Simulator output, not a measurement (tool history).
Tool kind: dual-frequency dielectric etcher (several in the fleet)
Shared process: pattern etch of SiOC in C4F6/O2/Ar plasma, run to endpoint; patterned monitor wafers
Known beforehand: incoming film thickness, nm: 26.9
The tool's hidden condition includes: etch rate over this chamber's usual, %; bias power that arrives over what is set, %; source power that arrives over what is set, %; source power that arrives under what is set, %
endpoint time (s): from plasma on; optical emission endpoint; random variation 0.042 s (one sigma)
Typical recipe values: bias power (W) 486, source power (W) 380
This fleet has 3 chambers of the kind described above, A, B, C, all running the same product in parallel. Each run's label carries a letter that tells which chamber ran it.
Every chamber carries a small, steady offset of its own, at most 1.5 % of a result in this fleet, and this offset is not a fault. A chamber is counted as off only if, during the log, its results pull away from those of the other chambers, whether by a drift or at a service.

| run | hour | bias power (W) | source power (W) | hours since the last wet clean | hours since the last bias power generator calibration | hours since the last source power generator calibration | endpoint time (s) |
|---|---|---|---|---|---|---|---|
| 1A | 8.4 | 486 | 380 | 40.9 | 1087.9 | 2333.6 | 9.2747 |
| 2B | 15.1 | 486 | 380 | 424.1 | 28.3 | 891.5 | 9.2798 |
| 3C | 20.9 | 486 | 380 | 475.6 | 380.2 | 1752.1 | 9.2676 |
| 4A | 29.2 | 486 | 380 | 61.7 | 1108.7 | 2354.4 | 9.2819 |
| 5C | 38.9 | 421 | 340 | 493.6 | 398.2 | 1770.1 | 10.0980 |
| 6B | 46.3 | 421 | 340 | 455.3 | 59.5 | 922.7 | 10.1560 |
|  | 47.3 | chamber C: wet clean of the chamber |
| 7C | 59.2 | 421 | 340 | 12.0 | 418.5 | 1790.4 | 10.1650 |
| 8B | 71.4 | 486 | 380 | 480.4 | 84.6 | 947.8 | 9.1715 |
| 9A | 83.4 | 486 | 380 | 115.9 | 1162.9 | 2408.6 | 9.2847 |
| 10A | 89.4 | 486 | 380 | 121.9 | 1168.9 | 2414.6 | 9.3169 |
|  | 91.4 | chamber B: wet clean of the chamber |
| 11B | 102.3 | 486 | 380 | 11.0 | 115.5 | 978.7 | 8.8790 |
| 12C | 108.9 | 486 | 380 | 61.7 | 468.2 | 1840.1 | 9.1599 |
| 13B | 116.6 | 486 | 380 | 25.3 | 129.8 | 993.0 | 8.9279 |
| 14C | 128.4 | 526 | 380 | 81.2 | 487.7 | 1859.6 | 8.9436 |
| 15A | 141.3 | 526 | 380 | 173.8 | 1220.8 | 2466.5 | 9.0445 |
| 16A | 150.4 | 526 | 380 | 182.9 | 1229.9 | 2475.6 | 9.0671 |
| 17C | 158.7 | 486 | 380 | 111.5 | 518.0 | 1889.9 | 9.2115 |
| 18B | 167.2 | 486 | 380 | 75.9 | 180.4 | 1043.6 | 8.8276 |
| 19A | 173.6 | 486 | 380 | 206.1 | 1253.1 | 2498.8 | 9.2494 |
| 20C | 182.6 | 486 | 380 | 135.4 | 541.9 | 1913.8 | 9.1714 |
|  | 184.3 | chamber C: source power generator calibrated |
| 21B | 194.6 | 486 | 380 | 103.3 | 207.8 | 1071.0 | 8.9043 |
| 22A | 205.8 | 407 | 460 | 238.3 | 1285.3 | 2531.0 | 9.2198 |
| 23C | 213.4 | 407 | 460 | 166.2 | 572.7 | 29.2 | 9.1307 |

The same settings go to every chamber for the next run, one line per chamber below. Forecast the results for each:
| 24A | 222.9 | 444 | 380 |  |  |  | ? |
| 24B | 222.9 | 444 | 380 |  |  |  | ? |
| 24C | 222.9 | 444 | 380 |  |  |  | ? |

| run | endpoint time (s) |
|---|---|
| 24A | 9.5852 |
| 24B | 9.1539 |
| 24C | 9.5449 |

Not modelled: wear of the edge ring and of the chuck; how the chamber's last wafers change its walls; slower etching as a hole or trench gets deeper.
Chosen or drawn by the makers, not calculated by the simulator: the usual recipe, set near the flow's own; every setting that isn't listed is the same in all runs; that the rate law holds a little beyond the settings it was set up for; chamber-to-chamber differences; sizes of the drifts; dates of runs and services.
